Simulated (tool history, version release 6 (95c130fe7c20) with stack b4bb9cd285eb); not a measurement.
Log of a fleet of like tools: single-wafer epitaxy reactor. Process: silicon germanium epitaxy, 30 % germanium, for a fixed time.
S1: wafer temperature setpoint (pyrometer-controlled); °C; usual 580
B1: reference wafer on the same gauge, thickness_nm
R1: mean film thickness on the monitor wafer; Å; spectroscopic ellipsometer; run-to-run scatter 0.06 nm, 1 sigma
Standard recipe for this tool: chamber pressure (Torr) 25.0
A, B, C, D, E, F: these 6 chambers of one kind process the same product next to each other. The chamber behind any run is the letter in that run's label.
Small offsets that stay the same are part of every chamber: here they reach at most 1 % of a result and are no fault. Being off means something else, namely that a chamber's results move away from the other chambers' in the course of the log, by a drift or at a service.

Run 1D, hour 7.5: usual settings; B1 52.700. Result: R1 441.18 Å.
Run 2F, hour 22.0: usual settings; B1 52.712. Result: R1 447.38 Å.
Run 3A, hour 36.1: usual settings; B1 52.710. Result: R1 446.31 Å.
Run 4C, hour 43.9: usual settings; B1 52.739. Result: R1 447.78 Å.
Run 5B, hour 52.3: usual settings; B1 52.743. Result: R1 445.67 Å.
At hour 60.7: chamber C: pyrometer calibrated.
Run 6E, hour 60.9: usual settings; B1 52.741. Result: R1 448.73 Å.
Run 7B, hour 67.6: usual settings; B1 52.749. Result: R1 446.47 Å.
Run 8A, hour 80.1: usual settings but chamber pressure (Torr) 27.4; B1 52.780. Result: R1 464.83 Å.
Run 9E, hour 90.9: usual settings but chamber pressure (Torr) 27.4; B1 52.744. Result: R1 464.35 Å.
Run 10C, hour 102.7: usual settings but chamber pressure (Torr) 27.4; B1 52.766. Result: R1 464.58 Å.
At hour 103.2: chamber B: capacitance manometer re-zeroed and calibrated.
Run 11F, hour 110.9: usual settings but chamber pressure (Torr) 27.4; B1 52.764. Result: R1 464.21 Å.
Run 12D, hour 122.6: usual settings but chamber pressure (Torr) 27.4; B1 52.784. Result: R1 457.24 Å.
Run 13D, hour 132.5: usual settings but chamber pressure (Torr) 27.4; B1 52.766. Result: R1 457.65 Å.
Run 14E, hour 142.0: usual settings; B1 52.781. Result: R1 448.38 Å.
Run 15F, hour 156.3: usual settings; B1 52.791. Result: R1 447.81 Å.
Run 16B, hour 163.4: usual settings; B1 52.805. Result: R1 445.88 Å.
Run 17C, hour 174.6: usual settings; B1 52.798. Result: R1 448.67 Å.
Run 18A, hour 181.8: usual settings; B1 52.821. Result: R1 446.59 Å.
Run 19A, hour 194.8: usual settings; B1 52.830. Result: R1 447.30 Å.
Run 20F, hour 206.6: usual settings; B1 52.823. Result: R1 448.65 Å.
Run 21C, hour 218.4: usual settings; B1 52.833. Result: R1 449.30 Å.
Run 22B, hour 231.0: usual settings; B1 52.849. Result: R1 447.76 Å.
Run 23E, hour 241.0: usual settings; B1 52.856. Result: R1 449.87 Å.
At hour 245.6: chamber F: pyrometer calibrated.
Run 24D, hour 250.5: usual settings but S1 573 °C, chamber pressure (Torr) 27.1; B1 52.868. Result: R1 398.04 Å.
Run 25B, hour 264.5: usual settings but S1 573 °C, chamber pressure (Torr) 27.1; B1 52.887. Result: R1 403.79 Å.
Run 26F, hour 272.6: usual settings but S1 573 °C, chamber pressure (Torr) 27.1; B1 52.863. Result: R1 405.09 Å.
Run 27E, hour 284.1: usual settings but S1 573 °C, chamber pressure (Torr) 27.1; B1 52.894. Result: R1 404.66 Å.
Run 28C, hour 297.4: usual settings but S1 573 °C, chamber pressure (Torr) 27.1; B1 52.872. Result: R1 404.92 Å.
Run 29D, hour 305.5: usual settings but S1 573 °C, chamber pressure (Torr) 27.1; B1 52.892. Result: R1 397.55 Å.
Run 30A, hour 319.6: usual settings but S1 594 °C, chamber pressure (Torr) 20.2; B1 52.901. Result: R1 535.84 Å.
Run 31A, hour 332.1: usual settings but S1 594 °C, chamber pressure (Torr) 20.2; B1 52.899. Result: R1 536.28 Å.
Run 32B, hour 345.3: usual settings but S1 594 °C, chamber pressure (Torr) 20.2; B1 52.913. Result: R1 534.94 Å.
Run 33C, hour 355.7: usual settings but S1 594 °C, chamber pressure (Torr) 20.2; B1 52.929. Result: R1 540.39 Å.
Run 34F, hour 364.8: usual settings but S1 594 °C, chamber pressure (Torr) 20.2; B1 52.920. Result: R1 532.70 Å.
Run 35E, hour 371.7: usual settings but S1 594 °C, chamber pressure (Torr) 20.2; B1 52.958. Result: R1 538.67 Å.
Run 36D, hour 385.2: usual settings; B1 52.937. Result: R1 441.18 Å.
Run 37B, hour 396.9: usual settings; B1 52.942. Result: R1 447.42 Å.
At hour 399.2: chamber D: capacitance manometer re-zeroed and calibrated.
Run 38C, hour 405.9: usual settings; B1 52.970. Result: R1 449.75 Å.
Run 39E, hour 414.8: usual settings; B1 52.972. Result: R1 450.08 Å.
Run 40D, hour 424.5: usual settings; B1 52.982. Result: R1 441.48 Å.
Run 41F, hour 436.2: usual settings; B1 52.973. Result: R1 447.92 Å.
Run 42A, hour 448.6: usual settings; B1 52.982. Result: R1 448.95 Å.

Read the log: is a single chamber off, either drifting away or since a service, is the gauge that measures every chamber drifting, or is nothing wrong beyond small per-chamber offsets? Name any odd chamber and what most likely caused it.

Gauge drift. The chambers move together only on paper, and none stands off.
Cause: gauge reads high (%) = 0.555.

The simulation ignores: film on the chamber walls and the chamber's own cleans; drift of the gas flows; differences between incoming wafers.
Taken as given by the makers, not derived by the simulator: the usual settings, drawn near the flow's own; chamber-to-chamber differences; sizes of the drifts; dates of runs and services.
